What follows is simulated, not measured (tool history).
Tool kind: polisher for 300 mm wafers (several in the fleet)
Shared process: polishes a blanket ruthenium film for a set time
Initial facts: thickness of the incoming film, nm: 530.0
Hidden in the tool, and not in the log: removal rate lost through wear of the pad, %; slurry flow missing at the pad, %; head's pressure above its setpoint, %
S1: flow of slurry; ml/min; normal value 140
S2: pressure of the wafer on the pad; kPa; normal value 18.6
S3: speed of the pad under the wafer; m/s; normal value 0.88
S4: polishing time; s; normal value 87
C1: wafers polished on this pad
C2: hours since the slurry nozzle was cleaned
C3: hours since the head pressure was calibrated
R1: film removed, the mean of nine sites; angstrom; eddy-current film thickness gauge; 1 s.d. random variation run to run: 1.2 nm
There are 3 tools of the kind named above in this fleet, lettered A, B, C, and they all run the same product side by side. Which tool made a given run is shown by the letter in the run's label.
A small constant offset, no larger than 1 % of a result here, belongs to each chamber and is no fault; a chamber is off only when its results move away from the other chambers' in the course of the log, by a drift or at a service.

{"hour": 1.4, "done": "chamber B: head pressure recalibrated"}
{"run": "1C", "hour": 4.9, "S1": 140, "S2": 18.6, "S3": 0.88, "S4": 87, "C1": 222, "C2": 89.0, "C3": 386.9, "R1": 1004.3}
{"run": "2B", "hour": 10.7, "S1": 140, "S2": 18.6, "S3": 0.88, "S4": 87, "C1": 574, "C2": 104.3, "C3": 9.3, "R1": 969.37}
{"hour": 11.1, "done": "chamber A: worn pad replaced by a new one"}
{"hour": 19.1, "done": "chamber B: worn pad replaced by a new one"}
{"run": "3A", "hour": 19.7, "S1": 140, "S2": 18.6, "S3": 0.88, "S4": 87, "C1": 54, "C2": 508.8, "C3": 327.5, "R1": 991.58}
{"run": "4B", "hour": 27.0, "S1": 140, "S2": 18.6, "S3": 0.88, "S4": 87, "C1": 50, "C2": 120.6, "C3": 25.6, "R1": 990.17}
{"run": "5C", "hour": 33.9, "S1": 140, "S2": 18.6, "S3": 0.88, "S4": 87, "C1": 404, "C2": 118.0, "C3": 415.9, "R1": 984.04}
{"run": "6A", "hour": 43.4, "S1": 140, "S2": 18.6, "S3": 0.88, "S4": 87, "C1": 203, "C2": 532.5, "C3": 351.2, "R1": 983.85}
{"run": "7B", "hour": 48.4, "S1": 140, "S2": 18.6, "S3": 0.88, "S4": 87, "C1": 184, "C2": 142.0, "C3": 47.0, "R1": 964.99}
{"run": "8C", "hour": 58.4, "S1": 140, "S2": 18.6, "S3": 0.88, "S4": 87, "C1": 558, "C2": 142.5, "C3": 440.4, "R1": 991.29}
{"run": "9A", "hour": 66.8, "S1": 140, "S2": 18.6, "S3": 0.88, "S4": 87, "C1": 350, "C2": 555.9, "C3": 374.6, "R1": 970.51}
{"run": "10C", "hour": 74.1, "S1": 140, "S2": 18.6, "S3": 0.88, "S4": 87, "C1": 657, "C2": 158.2, "C3": 456.1, "R1": 994.51}
{"run": "11A", "hour": 81.4, "S1": 140, "S2": 18.6, "S3": 0.74, "S4": 73, "C1": 441, "C2": 570.5, "C3": 389.2, "R1": 699.29}
{"run": "12B", "hour": 91.7, "S1": 140, "S2": 18.6, "S3": 0.74, "S4": 73, "C1": 456, "C2": 185.3, "C3": 90.3, "R1": 701.43}
{"run": "13B", "hour": 102.1, "S1": 140, "S2": 18.6, "S3": 0.74, "S4": 73, "C1": 522, "C2": 195.7, "C3": 100.7, "R1": 702.22}
{"hour": 105.9, "done": "chamber C: worn pad replaced by a new one"}
{"run": "14C", "hour": 109.3, "S1": 140, "S2": 18.6, "S3": 0.88, "S4": 87, "C1": 21, "C2": 193.4, "C3": 491.3, "R1": 983.51}
{"hour": 111.6, "done": "chamber C: head pressure recalibrated"}
{"run": "15A", "hour": 114.0, "S1": 140, "S2": 18.6, "S3": 0.88, "S4": 87, "C1": 646, "C2": 603.1, "C3": 421.8, "R1": 988.92}
{"hour": 119.0, "done": "chamber B: worn pad replaced by a new one"}
{"run": "16C", "hour": 119.8, "S1": 140, "S2": 18.6, "S3": 0.88, "S4": 87, "C1": 87, "C2": 203.9, "C3": 8.2, "R1": 1051.7}
{"run": "17A", "hour": 125.5, "S1": 140, "S2": 18.6, "S3": 1.12, "S4": 87, "C1": 719, "C2": 614.6, "C3": 433.3, "R1": 1258.2}
{"run": "18B", "hour": 131.7, "S1": 140, "S2": 18.6, "S3": 1.12, "S4": 87, "C1": 80, "C2": 225.3, "C3": 130.3, "R1": 1270.3}
{"run": "19C", "hour": 141.6, "S1": 140, "S2": 18.6, "S3": 1.12, "S4": 87, "C1": 224, "C2": 225.7, "C3": 30.0, "R1": 1344.0}
{"run": "20B", "hour": 147.9, "S1": 140, "S2": 18.6, "S3": 0.88, "S4": 87, "C1": 181, "C2": 241.5, "C3": 146.5, "R1": 976.89}
{"run": "21A", "hour": 153.5, "S1": 140, "S2": 18.6, "S3": 0.88, "S4": 87, "C1": 895, "C2": 642.6, "C3": 461.3, "R1": 989.22}
{"run": "22C", "hour": 161.6, "S1": 140, "S2": 18.6, "S3": 0.88, "S4": 87, "C1": 350, "C2": 245.7, "C3": 50.0, "R1": 1048.1}
{"run": "23B", "hour": 170.6, "S1": 140, "S2": 18.6, "S3": 0.88, "S4": 87, "C1": 324, "C2": 264.2, "C3": 169.2, "R1": 975.83}
{"run": "24A", "hour": 179.0, "S1": 140, "S2": 18.6, "S3": 0.88, "S4": 87, "C1": 1055, "C2": 668.1, "C3": 486.8, "R1": 966.84}
{"run": "25B", "hour": 188.6, "S1": 140, "S2": 18.6, "S3": 0.72, "S4": 87, "C1": 437, "C2": 282.2, "C3": 187.2, "R1": 802.1}
{"run": "26C", "hour": 194.5, "S1": 140, "S2": 18.6, "S3": 0.72, "S4": 87, "C1": 557, "C2": 278.6, "C3": 82.9, "R1": 852.18}
{"run": "27A", "hour": 199.1, "S1": 140, "S2": 18.6, "S3": 0.72, "S4": 87, "C1": 1181, "C2": 688.2, "C3": 506.9, "R1": 813.05}
{"hour": 201.0, "done": "chamber B: worn pad replaced by a new one"}
{"hour": 209.4, "done": "chamber B: slurry nozzle cleaned"}
{"run": "28A", "hour": 209.5, "S1": 140, "S2": 18.6, "S3": 0.88, "S4": 87, "C1": 1247, "C2": 698.6, "C3": 517.3, "R1": 980.33}
{"run": "29B", "hour": 216.5, "S1": 140, "S2": 18.6, "S3": 0.88, "S4": 87, "C1": 97, "C2": 7.1, "C3": 215.1, "R1": 1002.0}
{"run": "30C", "hour": 223.1, "S1": 140, "S2": 18.6, "S3": 0.88, "S4": 87, "C1": 737, "C2": 307.2, "C3": 111.5, "R1": 1052.0}
{"run": "31B", "hour": 231.1, "S1": 140, "S2": 18.6, "S3": 0.88, "S4": 87, "C1": 189, "C2": 21.7, "C3": 229.7, "R1": 986.68}
{"run": "32C", "hour": 240.1, "S1": 140, "S2": 18.6, "S3": 0.88, "S4": 87, "C1": 844, "C2": 324.2, "C3": 128.5, "R1": 1051.8}
{"hour": 247.2, "done": "chamber C: worn pad replaced by a new one"}
{"run": "33A", "hour": 249.2, "S1": 140, "S2": 18.6, "S3": 0.88, "S4": 87, "C1": 1496, "C2": 738.3, "C3": 557.0, "R1": 975.08}
{"hour": 251.5, "done": "chamber A: worn pad replaced by a new one"}
{"run": "34C", "hour": 254.2, "S1": 140, "S2": 18.6, "S3": 0.88, "S4": 87, "C1": 44, "C2": 338.3, "C3": 142.6, "R1": 1039.7}
{"run": "35B", "hour": 263.9, "S1": 140, "S2": 18.6, "S3": 0.88, "S4": 87, "C1": 395, "C2": 54.5, "C3": 262.5, "R1": 974.34}
{"run": "36A", "hour": 273.3, "S1": 140, "S2": 18.6, "S3": 0.88, "S4": 87, "C1": 137, "C2": 762.4, "C3": 581.1, "R1": 986.24}
{"run": "37C", "hour": 283.2, "S1": 140, "S2": 18.6, "S3": 0.88, "S4": 87, "C1": 226, "C2": 367.3, "C3": 171.6, "R1": 1046.8}
{"hour": 286.2, "done": "chamber B: worn pad replaced by a new one"}
{"run": "38B", "hour": 290.1, "S1": 140, "S2": 18.6, "S3": 0.88, "S4": 87, "C1": 24, "C2": 80.7, "C3": 288.7, "R1": 1006.5}
{"run": "39A", "hour": 295.8, "S1": 140, "S2": 18.6, "S3": 0.88, "S4": 87, "C1": 279, "C2": 784.9, "C3": 603.6, "R1": 973.94}
{"run": "40C", "hour": 303.6, "S1": 140, "S2": 20.7, "S3": 0.88, "S4": 87, "C1": 354, "C2": 387.7, "C3": 192.0, "R1": 1155.6}
{"run": "41A", "hour": 313.6, "S1": 140, "S2": 20.7, "S3": 0.88, "S4": 87, "C1": 390, "C2": 802.7, "C3": 621.4, "R1": 1091.7}
{"run": "42B", "hour": 322.0, "S1": 140, "S2": 20.7, "S3": 0.88, "S4": 87, "C1": 225, "C2": 112.6, "C3": 320.6, "R1": 1091.8}
{"hour": 323.5, "done": "chamber A: slurry nozzle cleaned"}
{"hour": 329.6, "done": "chamber A: head pressure recalibrated"}
{"run": "43A", "hour": 329.8, "S1": 140, "S2": 18.6, "S3": 0.88, "S4": 87, "C1": 492, "C2": 6.3, "C3": 0.3, "R1": 1002.5}
{"run": "44C", "hour": 336.2, "S1": 140, "S2": 18.6, "S3": 0.88, "S4": 87, "C1": 559, "C2": 420.3, "C3": 224.6, "R1": 1056.6}

Next, all 3 chambers run the settings below, one line each with question marks for the results. What does each chamber give?
{"run": "45A", "hour": 343.7, "S1": 140, "S2": 18.6, "S3": 1.18, "S4": 87, "R1": "?"}
{"run": "45B", "hour": 343.7, "S1": 140, "S2": 18.6, "S3": 1.18, "S4": 87, "R1": "?"}
{"run": "45C", "hour": 343.7, "S1": 140, "S2": 18.6, "S3": 1.18, "S4": 87, "R1": "?"}

run=45A R1=1292.70
run=45B R1=1332.60
run=45C R1=1396.40
